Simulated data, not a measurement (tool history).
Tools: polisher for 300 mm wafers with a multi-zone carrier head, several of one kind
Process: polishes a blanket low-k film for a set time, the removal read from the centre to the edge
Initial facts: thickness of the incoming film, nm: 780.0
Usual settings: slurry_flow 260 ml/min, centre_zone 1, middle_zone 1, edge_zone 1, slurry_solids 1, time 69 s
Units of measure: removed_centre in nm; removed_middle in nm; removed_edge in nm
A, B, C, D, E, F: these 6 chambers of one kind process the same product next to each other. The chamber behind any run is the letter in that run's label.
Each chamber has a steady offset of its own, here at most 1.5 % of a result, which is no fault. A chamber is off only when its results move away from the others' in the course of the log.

Run 1C, day 0.25: usual settings. Result: removed_centre 18.206 nm, removed_middle 18.134 nm, removed_edge 18.394 nm.
Run 2E, day 0.521: usual settings. Result: removed_centre 18.453 nm, removed_middle 18.403 nm, removed_edge 18.134 nm.
Run 3D, day 0.846: usual settings. Result: removed_centre 18.192 nm, removed_middle 18.383 nm, removed_edge 18.156 nm.
At day 1.092: chamber D: slurry nozzle cleaned.
At day 1.15: chamber F: worn pad replaced by a new one.
Run 4B, day 1.258: usual settings. Result: removed_centre 17.955 nm, removed_middle 18.018 nm, removed_edge 18.082 nm.
Run 5A, day 1.538: usual settings. Result: removed_centre 18.324 nm, removed_middle 18.455 nm, removed_edge 18.465 nm.
At day 1.85: chamber B: centre zone pressure recalibrated.
Run 6F, day 2.029: usual settings. Result: removed_centre 18.256 nm, removed_middle 18.541 nm, removed_edge 18.451 nm.
At day 2.2: chamber E: worn pad replaced by a new one.
Run 7E, day 2.504: usual settings. Result: removed_centre 18.313 nm, removed_middle 18.013 nm, removed_edge 18.493 nm.
Run 8F, day 2.892: usual settings. Result: removed_centre 18.164 nm, removed_middle 18.529 nm, removed_edge 18.17 nm.
At day 3.038: chamber B: worn pad replaced by a new one.
Run 9C, day 3.304: usual settings. Result: removed_centre 18.19 nm, removed_middle 18.415 nm, removed_edge 18.351 nm.
At day 3.312: chamber D: worn pad replaced by a new one.
At day 3.554: chamber B: edge zone pressure recalibrated.
Run 10D, day 3.575: usual settings but slurry_solids 0.7. Result: removed_centre 15.277 nm, removed_middle 14.913 nm, removed_edge 15.244 nm.
At day 3.721: chamber A: edge zone pressure recalibrated.
Run 11A, day 3.862: usual settings but slurry_solids 0.7. Result: removed_centre 15.21 nm, removed_middle 15.134 nm, removed_edge 15.444 nm.
At day 4.008: chamber B: slurry nozzle cleaned.
Run 12B, day 4.279: usual settings but slurry_solids 0.7. Result: removed_centre 15.163 nm, removed_middle 15.132 nm, removed_edge 15.195 nm.
At day 4.367: chamber F: worn pad replaced by a new one.
Run 13D, day 4.675: usual settings but slurry_solids 0.7. Result: removed_centre 15.45 nm, removed_middle 15.131 nm, removed_edge 15.165 nm.
Run 14B, day 4.996: usual settings but slurry_solids 0.7. Result: removed_centre 15.236 nm, removed_middle 14.827 nm, removed_edge 15.238 nm.
At day 5.254: chamber A: worn pad replaced by a new one.
Run 15E, day 5.329: usual settings but slurry_solids 0.7. Result: removed_centre 15.467 nm, removed_middle 15.234 nm, removed_edge 15.319 nm.
Run 16C, day 5.762: usual settings. Result: removed_centre 17.944 nm, removed_middle 18.148 nm, removed_edge 18.196 nm.
Run 17A, day 6.121: usual settings. Result: removed_centre 18.199 nm, removed_middle 17.708 nm, removed_edge 18.566 nm.
Run 18F, day 6.4: usual settings. Result: removed_centre 18.336 nm, removed_middle 18.376 nm, removed_edge 18.175 nm.
Run 19F, day 6.692: usual settings. Result: removed_centre 18.102 nm, removed_middle 17.835 nm, removed_edge 18.274 nm.
Run 20A, day 7.083: usual settings but centre_zone 0.96, edge_zone 1.05. Result: removed_centre 17.54 nm, removed_middle 18.421 nm, removed_edge 18.733 nm.
At day 7.138: chamber B: worn pad replaced by a new one.
At day 7.267: chamber F: worn pad replaced by a new one.
Run 21D, day 7.317: usual settings but centre_zone 0.96, edge_zone 1.05. Result: removed_centre 17.403 nm, removed_middle 18.049 nm, removed_edge 18.719 nm.
Run 22C, day 7.767: usual settings but centre_zone 0.96, edge_zone 1.05. Result: removed_centre 16.93 nm, removed_middle 17.735 nm, removed_edge 18.476 nm.
At day 7.846: chamber E: worn pad replaced by a new one.
At day 8.088: chamber A: centre zone pressure recalibrated.
Run 23E, day 8.212: usual settings but centre_zone 0.96, edge_zone 1.05. Result: removed_centre 17.482 nm, removed_middle 18.621 nm, removed_edge 18.868 nm.
Run 24B, day 8.517: usual settings but centre_zone 0.96, edge_zone 1.05. Result: removed_centre 17.411 nm, removed_middle 17.503 nm, removed_edge 18.697 nm.
At day 8.608: chamber D: worn pad replaced by a new one.
At day 8.633: chamber E: slurry nozzle cleaned.
Run 25C, day 9.017: usual settings but centre_zone 0.96, edge_zone 1.05. Result: removed_centre 16.918 nm, removed_middle 17.836 nm, removed_edge 18.642 nm.
At day 9.392: chamber C: edge zone pressure recalibrated.
Run 26F, day 9.429: usual settings. Result: removed_centre 18.212 nm, removed_middle 17.918 nm, removed_edge 17.98 nm.
At day 9.546: chamber A: worn pad replaced by a new one.
Run 27A, day 9.721: usual settings. Result: removed_centre 18.249 nm, removed_middle 18.192 nm, removed_edge 18.288 nm.
Run 28E, day 10.038: usual settings. Result: removed_centre 18.352 nm, removed_middle 18.082 nm, removed_edge 18.403 nm.
At day 10.179: chamber F: worn pad replaced by a new one.
Run 29B, day 10.508: usual settings. Result: removed_centre 17.992 nm, removed_middle 18.215 nm, removed_edge 18.158 nm.
Run 30D, day 10.812: usual settings. Result: removed_centre 18.595 nm, removed_middle 18.156 nm, removed_edge 18.482 nm.
Run 31C, day 11.192: usual settings. Result: removed_centre 17.582 nm, removed_middle 17.702 nm, removed_edge 18.024 nm.
At day 11.504: chamber B: worn pad replaced by a new one.
Run 32F, day 11.575: usual settings but slurry_flow 205 ml/min. Result: removed_centre 17.763 nm, removed_middle 17.749 nm, removed_edge 17.931 nm.
At day 11.621: chamber D: centre zone pressure recalibrated.
Run 33D, day 11.829: usual settings but slurry_flow 205 ml/min. Result: removed_centre 17.785 nm, removed_middle 17.771 nm, removed_edge 17.986 nm.
Run 34E, day 12.217: usual settings but slurry_flow 205 ml/min. Result: removed_centre 17.88 nm, removed_middle 17.396 nm, removed_edge 18.032 nm.
Run 35B, day 12.638: usual settings but slurry_flow 205 ml/min. Result: removed_centre 17.457 nm, removed_middle 17.635 nm, removed_edge 18.019 nm.
Run 36A, day 13.008: usual settings but slurry_flow 205 ml/min. Result: removed_centre 17.724 nm, removed_middle 17.375 nm, removed_edge 17.683 nm.
At day 13.342: chamber F: worn pad replaced by a new one.
Run 37A, day 13.392: usual settings but slurry_flow 205 ml/min. Result: removed_centre 17.668 nm, removed_middle 17.76 nm, removed_edge 18.067 nm.
Run 38F, day 13.65: usual settings. Result: removed_centre 18.062 nm, removed_middle 18.138 nm, removed_edge 18.152 nm.
Run 39B, day 14.112: usual settings. Result: removed_centre 18.26 nm, removed_middle 18.443 nm, removed_edge 18.243 nm.

Each of the 6 chambers runs these same settings next. Fill in every chamber's results:
Run 40A, day 14.471: usual settings. Result: removed_centre ?, removed_middle ?, removed_edge ?.
Run 40B, day 14.471: usual settings. Result: removed_centre ?, removed_middle ?, removed_edge ?.
Run 40C, day 14.471: usual settings. Result: removed_centre ?, removed_middle ?, removed_edge ?.
Run 40D, day 14.471: usual settings. Result: removed_centre ?, removed_middle ?, removed_edge ?.
Run 40E, day 14.471: usual settings. Result: removed_centre ?, removed_middle ?, removed_edge ?.
Run 40F, day 14.471: usual settings. Result: removed_centre ?, removed_middle ?, removed_edge ?.

run  removed_centre  removed_middle  removed_edge
40A          18.323          18.222        18.233
40B          18.053          17.957        18.349
40C           17.26          17.326        17.525
40D          18.308          17.679        18.082
40E           18.36          18.625        18.209
40F          18.094          17.946        18.309
